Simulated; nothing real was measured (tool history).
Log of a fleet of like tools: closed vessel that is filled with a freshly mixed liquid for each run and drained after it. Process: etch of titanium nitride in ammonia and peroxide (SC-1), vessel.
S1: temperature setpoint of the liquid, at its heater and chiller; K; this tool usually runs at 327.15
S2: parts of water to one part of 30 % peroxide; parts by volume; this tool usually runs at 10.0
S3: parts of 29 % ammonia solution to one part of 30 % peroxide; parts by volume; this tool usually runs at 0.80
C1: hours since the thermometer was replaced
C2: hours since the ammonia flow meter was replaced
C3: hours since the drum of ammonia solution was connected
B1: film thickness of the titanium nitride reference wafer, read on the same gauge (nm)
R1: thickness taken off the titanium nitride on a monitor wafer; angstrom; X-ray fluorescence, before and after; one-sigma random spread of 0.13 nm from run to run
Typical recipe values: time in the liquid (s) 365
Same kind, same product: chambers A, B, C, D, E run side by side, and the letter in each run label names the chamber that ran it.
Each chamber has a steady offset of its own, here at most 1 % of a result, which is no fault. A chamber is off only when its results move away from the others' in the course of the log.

{"run": "1B", "hour": 6.6, "S1": 327.15, "S2": 10.0, "S3": 0.8, "time in the liquid (s)": 365, "C1": 1675.2, "C2": 1208.5, "C3": 80.4, "B1": 29.997, "R1": 263.72}
{"run": "2A", "hour": 10.3, "S1": 327.15, "S2": 10.0, "S3": 0.8, "time in the liquid (s)": 365, "C1": 1698.9, "C2": 1430.7, "C3": 398.0, "B1": 29.995, "R1": 263.77}
{"hour": 15.1, "done": "chamber B: thermometer replaced"}
{"run": "3C", "hour": 16.6, "S1": 327.15, "S2": 10.0, "S3": 0.8, "time in the liquid (s)": 365, "C1": 541.6, "C2": 736.6, "C3": 305.6, "B1": 29.994, "R1": 262.56}
{"run": "4E", "hour": 21.3, "S1": 327.15, "S2": 10.0, "S3": 0.8, "time in the liquid (s)": 365, "C1": 1216.3, "C2": 987.9, "C3": 41.9, "B1": 29.982, "R1": 264.29}
{"run": "5D", "hour": 28.7, "S1": 327.15, "S2": 10.0, "S3": 0.8, "time in the liquid (s)": 365, "C1": 416.3, "C2": 345.7, "C3": 259.9, "B1": 30.003, "R1": 263.29}
{"run": "6E", "hour": 35.4, "S1": 327.15, "S2": 10.0, "S3": 0.8, "time in the liquid (s)": 365, "C1": 1230.4, "C2": 1002.0, "C3": 56.0, "B1": 30.006, "R1": 263.38}
{"run": "7C", "hour": 42.9, "S1": 327.15, "S2": 10.0, "S3": 0.8, "time in the liquid (s)": 365, "C1": 567.9, "C2": 762.9, "C3": 331.9, "B1": 30.023, "R1": 261.35}
{"run": "8D", "hour": 50.0, "S1": 327.15, "S2": 10.0, "S3": 0.8, "time in the liquid (s)": 365, "C1": 437.6, "C2": 367.0, "C3": 281.2, "B1": 30.013, "R1": 263.56}
{"run": "9B", "hour": 56.0, "S1": 327.15, "S2": 10.0, "S3": 0.8, "time in the liquid (s)": 365, "C1": 40.9, "C2": 1257.9, "C3": 129.8, "B1": 30.024, "R1": 262.98}
{"run": "10A", "hour": 59.7, "S1": 327.15, "S2": 10.0, "S3": 0.8, "time in the liquid (s)": 365, "C1": 1748.3, "C2": 1480.1, "C3": 447.4, "B1": 29.999, "R1": 261.97}
{"run": "11D", "hour": 66.4, "S1": 330.65, "S2": 10.0, "S3": 1.05, "time in the liquid (s)": 365, "C1": 454.0, "C2": 383.4, "C3": 297.6, "B1": 30.008, "R1": 349.72}
{"run": "12C", "hour": 74.1, "S1": 330.65, "S2": 10.0, "S3": 1.05, "time in the liquid (s)": 365, "C1": 599.1, "C2": 794.1, "C3": 363.1, "B1": 29.986, "R1": 345.32}
{"run": "13B", "hour": 77.7, "S1": 330.65, "S2": 10.0, "S3": 1.05, "time in the liquid (s)": 365, "C1": 62.6, "C2": 1279.6, "C3": 151.5, "B1": 30.019, "R1": 347.5}
{"run": "14A", "hour": 81.6, "S1": 330.65, "S2": 10.0, "S3": 1.05, "time in the liquid (s)": 365, "C1": 1770.2, "C2": 1502.0, "C3": 469.3, "B1": 30.028, "R1": 349.08}
{"hour": 84.5, "done": "chamber A: new drum of ammonia solution connected"}
{"run": "15E", "hour": 88.7, "S1": 330.65, "S2": 10.0, "S3": 1.05, "time in the liquid (s)": 365, "C1": 1283.7, "C2": 1055.3, "C3": 109.3, "B1": 29.991, "R1": 354.78}
{"run": "16E", "hour": 92.5, "S1": 327.15, "S2": 10.0, "S3": 0.8, "time in the liquid (s)": 365, "C1": 1287.5, "C2": 1059.1, "C3": 113.1, "B1": 30.042, "R1": 266.63}
{"hour": 97.9, "done": "chamber E: ammonia flow meter replaced"}
{"run": "17A", "hour": 100.4, "S1": 327.15, "S2": 10.0, "S3": 0.8, "time in the liquid (s)": 365, "C1": 1789.0, "C2": 1520.8, "C3": 16.0, "B1": 29.987, "R1": 266.1}
{"run": "18C", "hour": 104.7, "S1": 327.15, "S2": 10.0, "S3": 0.8, "time in the liquid (s)": 365, "C1": 629.7, "C2": 824.7, "C3": 393.7, "B1": 29.963, "R1": 260.66}
{"run": "19D", "hour": 110.8, "S1": 327.15, "S2": 10.0, "S3": 0.8, "time in the liquid (s)": 365, "C1": 498.4, "C2": 427.8, "C3": 342.0, "B1": 29.997, "R1": 264.02}
{"run": "20B", "hour": 114.7, "S1": 327.15, "S2": 13.0, "S3": 0.8, "time in the liquid (s)": 365, "C1": 99.6, "C2": 1316.6, "C3": 188.5, "B1": 30.001, "R1": 229.29}
{"run": "21A", "hour": 121.9, "S1": 327.15, "S2": 13.0, "S3": 0.8, "time in the liquid (s)": 365, "C1": 1810.5, "C2": 1542.3, "C3": 37.5, "B1": 29.999, "R1": 229.11}
{"run": "22C", "hour": 129.6, "S1": 327.15, "S2": 13.0, "S3": 0.8, "time in the liquid (s)": 365, "C1": 654.6, "C2": 849.6, "C3": 418.6, "B1": 29.993, "R1": 230.31}
{"hour": 132.0, "done": "chamber C: new drum of ammonia solution connected"}
{"run": "23D", "hour": 135.5, "S1": 327.15, "S2": 13.0, "S3": 0.8, "time in the liquid (s)": 365, "C1": 523.1, "C2": 452.5, "C3": 366.7, "B1": 29.991, "R1": 229.05}
{"hour": 135.8, "done": "chamber A: ammonia flow meter replaced"}
{"run": "24E", "hour": 140.6, "S1": 327.15, "S2": 13.0, "S3": 0.8, "time in the liquid (s)": 365, "C1": 1335.6, "C2": 42.7, "C3": 161.2, "B1": 29.982, "R1": 235.62}
{"run": "25B", "hour": 144.9, "S1": 327.15, "S2": 10.0, "S3": 0.8, "time in the liquid (s)": 365, "C1": 129.8, "C2": 1346.8, "C3": 218.7, "B1": 29.993, "R1": 262.92}
{"run": "26A", "hour": 148.9, "S1": 327.15, "S2": 10.0, "S3": 0.8, "time in the liquid (s)": 365, "C1": 1837.5, "C2": 13.2, "C3": 64.5, "B1": 30.017, "R1": 264.53}
{"run": "27E", "hour": 152.9, "S1": 327.15, "S2": 10.0, "S3": 0.8, "time in the liquid (s)": 365, "C1": 1347.9, "C2": 55.0, "C3": 173.5, "B1": 29.979, "R1": 272.46}
{"run": "28B", "hour": 160.4, "S1": 327.15, "S2": 10.0, "S3": 0.8, "time in the liquid (s)": 365, "C1": 145.3, "C2": 1362.3, "C3": 234.2, "B1": 30.011, "R1": 261.42}
{"run": "29C", "hour": 165.2, "S1": 327.15, "S2": 14.5, "S3": 0.8, "time in the liquid (s)": 365, "C1": 690.2, "C2": 885.2, "C3": 33.3, "B1": 30.016, "R1": 213.48}
{"run": "30D", "hour": 172.8, "S1": 327.15, "S2": 14.5, "S3": 0.8, "time in the liquid (s)": 365, "C1": 560.4, "C2": 489.8, "C3": 404.0, "B1": 29.996, "R1": 216.45}
{"run": "31B", "hour": 178.0, "S1": 327.15, "S2": 14.5, "S3": 0.8, "time in the liquid (s)": 365, "C1": 162.9, "C2": 1379.9, "C3": 251.8, "B1": 29.998, "R1": 216.17}
{"run": "32C", "hour": 184.4, "S1": 327.15, "S2": 14.5, "S3": 0.8, "time in the liquid (s)": 365, "C1": 709.4, "C2": 904.4, "C3": 52.5, "B1": 30.003, "R1": 215.13}
{"run": "33D", "hour": 188.3, "S1": 327.15, "S2": 14.5, "S3": 0.8, "time in the liquid (s)": 365, "C1": 575.9, "C2": 505.3, "C3": 419.5, "B1": 30.007, "R1": 216.29}
{"hour": 191.0, "done": "chamber C: ammonia flow meter replaced"}
{"run": "34E", "hour": 192.2, "S1": 327.15, "S2": 10.0, "S3": 0.8, "time in the liquid (s)": 365, "C1": 1387.2, "C2": 94.3, "C3": 212.8, "B1": 30.006, "R1": 274.26}
{"run": "35A", "hour": 198.3, "S1": 327.15, "S2": 10.0, "S3": 0.8, "time in the liquid (s)": 460, "C1": 1886.9, "C2": 62.6, "C3": 113.9, "B1": 29.975, "R1": 331.5}
{"run": "36D", "hour": 205.8, "S1": 327.15, "S2": 10.0, "S3": 0.8, "time in the liquid (s)": 460, "C1": 593.4, "C2": 522.8, "C3": 437.0, "B1": 30.003, "R1": 331.09}
{"run": "37C", "hour": 210.8, "S1": 327.15, "S2": 10.0, "S3": 0.8, "time in the liquid (s)": 460, "C1": 735.8, "C2": 19.9, "C3": 78.9, "B1": 29.99, "R1": 329.92}
{"run": "38A", "hour": 219.0, "S1": 327.15, "S2": 10.0, "S3": 0.8, "time in the liquid (s)": 460, "C1": 1907.6, "C2": 83.3, "C3": 134.6, "B1": 29.998, "R1": 331.72}
{"run": "39B", "hour": 227.0, "S1": 327.15, "S2": 10.0, "S3": 0.8, "time in the liquid (s)": 460, "C1": 211.9, "C2": 1428.9, "C3": 300.8, "B1": 30.002, "R1": 331.77}
{"run": "40E", "hour": 232.4, "S1": 327.15, "S2": 10.0, "S3": 0.8, "time in the liquid (s)": 365, "C1": 1427.4, "C2": 134.5, "C3": 253.0, "B1": 30.013, "R1": 277.04}
{"run": "41E", "hour": 238.9, "S1": 327.15, "S2": 10.0, "S3": 0.8, "time in the liquid (s)": 365, "C1": 1433.9, "C2": 141.0, "C3": 259.5, "B1": 29.999, "R1": 279.33}
{"run": "42C", "hour": 242.7, "S1": 327.15, "S2": 10.0, "S3": 0.8, "time in the liquid (s)": 365, "C1": 767.7, "C2": 51.8, "C3": 110.8, "B1": 29.986, "R1": 261.3}
{"run": "43B", "hour": 248.6, "S1": 327.15, "S2": 10.0, "S3": 0.8, "time in the liquid (s)": 365, "C1": 233.5, "C2": 1450.5, "C3": 322.4, "B1": 29.99, "R1": 262.21}

What goes on in this fleet: one chamber off, a drifting gauge, or nothing beyond the chambers' own small offsets? Name the chamber and the cause, if any.

One chamber, E, drifts off from the rest bit by bit.
Cause: liquid hotter than its thermometer reads (K) = 0.843.

Chamber E could run next with any of the 4 candidate recipes listed below; each alters the usual settings, and their results appear as question marks. Which one brings its results back in line with what the other chambers deliver on the usual settings?
In line means no further than this from the other chambers' mean on the usual settings: R1 4.40 angstrom
{"run": "44E-1", "hour": 254.6, "S1": 328.15, "S2": 10.0, "S3": 0.8, "time in the liquid (s)": 390, "R1": "?"}
{"run": "44E-2", "hour": 254.6, "S1": 327.15, "S2": 10.0, "S3": 0.8, "time in the liquid (s)": 390, "R1": "?"}
{"run": "44E-3", "hour": 254.6, "S1": 327.15, "S2": 10.0, "S3": 0.8, "time in the liquid (s)": 320, "R1": "?"}
{"run": "44E-4", "hour": 254.6, "S1": 327.15, "S2": 10.0, "S3": 0.8, "time in the liquid (s)": 345, "R1": "?"}

Usual-settings mean across the other chambers: R1 262.50 angstrom
run=44E-1 R1=319.20
run=44E-2 R1=298.59
run=44E-3 R1=245.00
run=44E-4 R1=264.14
Change 44E-4 lands the chamber within the allowed miss of the other chambers.
